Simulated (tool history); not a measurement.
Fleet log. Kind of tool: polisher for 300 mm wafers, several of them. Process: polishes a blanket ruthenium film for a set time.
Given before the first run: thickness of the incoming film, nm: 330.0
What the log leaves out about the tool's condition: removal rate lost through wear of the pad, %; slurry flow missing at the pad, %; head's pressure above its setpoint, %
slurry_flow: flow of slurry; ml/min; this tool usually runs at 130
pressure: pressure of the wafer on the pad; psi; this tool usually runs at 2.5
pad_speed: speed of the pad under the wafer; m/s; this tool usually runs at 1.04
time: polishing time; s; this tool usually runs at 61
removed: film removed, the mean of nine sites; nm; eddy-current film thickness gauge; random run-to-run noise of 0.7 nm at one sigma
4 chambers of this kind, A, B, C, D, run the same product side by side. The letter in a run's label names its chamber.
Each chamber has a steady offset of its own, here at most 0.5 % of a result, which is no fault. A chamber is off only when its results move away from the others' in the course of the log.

run,hour,slurry_flow,pressure,pad_speed,time,wafers polished on this pad,hours since the slurry nozzle was cleaned,hours since the head pressure was calibrated,removed
1A,5.3,130,2.5,1.04,61,1195,389.4,362.2,92.170
2D,9.4,130,2.5,1.04,61,623,151.5,1012.1,94.103
# hour 12.6: chamber A: slurry nozzle cleaned
3B,14.4,130,2.5,1.04,61,690,345.7,421.6,93.567
# hour 14.6: chamber B: worn pad replaced by a new one
4C,18.6,130,2.5,1.04,61,281,422.5,742.8,94.278
5C,25.7,90,2.5,1.30,61,370,429.6,749.9,106.400
# hour 30.6: chamber A: worn pad replaced by a new one
6A,32.5,90,2.5,1.30,61,24,20.0,389.4,105.930
7D,36.6,90,2.5,1.30,61,962,178.7,1039.3,106.920
8B,41.7,90,2.5,1.30,61,338,373.0,448.9,105.820
# hour 47.4: chamber C: worn pad replaced by a new one
9B,49.1,130,2.5,1.04,61,430,380.4,456.3,92.189
# hour 50.5: chamber D: worn pad replaced by a new one
10C,56.5,130,2.5,1.04,61,114,460.4,780.7,93.943
11A,64.3,130,2.5,1.04,61,421,51.8,421.2,92.437
# hour 64.9: chamber B: worn pad replaced by a new one
12D,72.7,130,2.5,1.04,61,277,214.8,1075.4,94.749
13A,78.1,165,2.5,1.04,61,593,65.6,435.0,96.881
14C,84.8,165,2.5,1.04,61,467,488.7,809.0,97.533
15D,89.5,165,2.5,1.04,61,486,231.6,1092.2,97.420
16B,93.5,165,2.5,1.04,61,357,424.8,500.7,97.662
# hour 95.4: chamber C: worn pad replaced by a new one
17D,100.2,130,2.5,1.04,61,619,242.3,1102.9,92.282
18B,105.4,130,2.5,1.04,61,505,436.7,512.6,91.220
19C,112.4,130,2.5,1.04,61,211,516.3,836.6,93.243
# hour 112.6: chamber B: head pressure recalibrated
20A,116.9,130,2.5,1.04,61,1076,104.4,473.8,92.843
# hour 118.9: chamber B: slurry nozzle cleaned
# hour 120.1: chamber B: worn pad replaced by a new one
21D,124.5,130,2.5,1.04,61,922,266.6,1127.2,94.145
22B,131.3,130,2.5,1.04,61,140,12.4,18.7,92.249
23A,135.2,130,2.5,1.04,61,1304,122.7,492.1,93.682
24C,140.9,130,2.5,1.04,61,567,544.8,865.1,93.552
# hour 143.0: chamber D: worn pad replaced by a new one
25B,148.0,115,2.5,0.74,61,348,29.1,35.4,64.855
# hour 153.5: chamber A: worn pad replaced by a new one
26D,155.1,115,2.5,0.74,61,151,297.2,1157.8,64.315
# hour 157.4: chamber C: worn pad replaced by a new one
27C,160.7,115,2.5,0.74,61,41,564.6,884.9,64.479
28A,164.5,115,2.5,0.74,61,137,152.0,521.4,63.783
29C,169.0,130,2.5,1.04,61,145,572.9,893.2,93.753
# hour 170.3: chamber B: worn pad replaced by a new one
30D,175.1,130,2.5,1.04,61,400,317.2,1177.8,93.928
31A,180.8,130,2.9,1.04,54,340,168.3,537.7,95.221
32B,189.2,130,2.9,1.04,54,236,70.3,76.6,95.801
33C,195.8,130,2.9,1.04,54,479,599.7,920.0,95.592
34A,203.4,130,2.9,1.04,54,622,190.9,560.3,94.889
35B,208.8,130,2.5,1.04,61,480,89.9,96.2,93.092
# hour 209.1: chamber A: head pressure recalibrated
# hour 214.4: chamber C: worn pad replaced by a new one
36D,216.8,130,2.5,1.04,61,920,358.9,1219.5,93.942
# hour 221.9: chamber C: slurry nozzle cleaned
37D,223.9,130,2.5,1.04,61,1009,366.0,1226.6,93.353
# hour 224.7: chamber B: worn pad replaced by a new one
# hour 229.0: chamber D: worn pad replaced by a new one
38B,229.0,130,2.5,1.04,61,54,110.1,116.4,93.355
39C,233.6,130,2.5,1.04,61,240,11.7,957.8,93.449
40A,240.5,130,2.5,1.04,61,1084,228.0,31.5,92.703
41A,245.7,130,2.5,1.04,61,1149,233.2,36.7,91.786
42D,250.1,130,2.5,1.04,61,263,392.2,1252.8,94.220
43C,254.1,130,2.1,1.04,61,495,32.2,978.3,78.555

Which is it: a chamber that has drifted or been left off by a service, a gauge drift common to all chambers, or only each chamber's usual small offset? If a chamber is off, name it and its likeliest cause.

No chamber is off and the gauge is stable; the differences are just each chamber's small, constant offset.
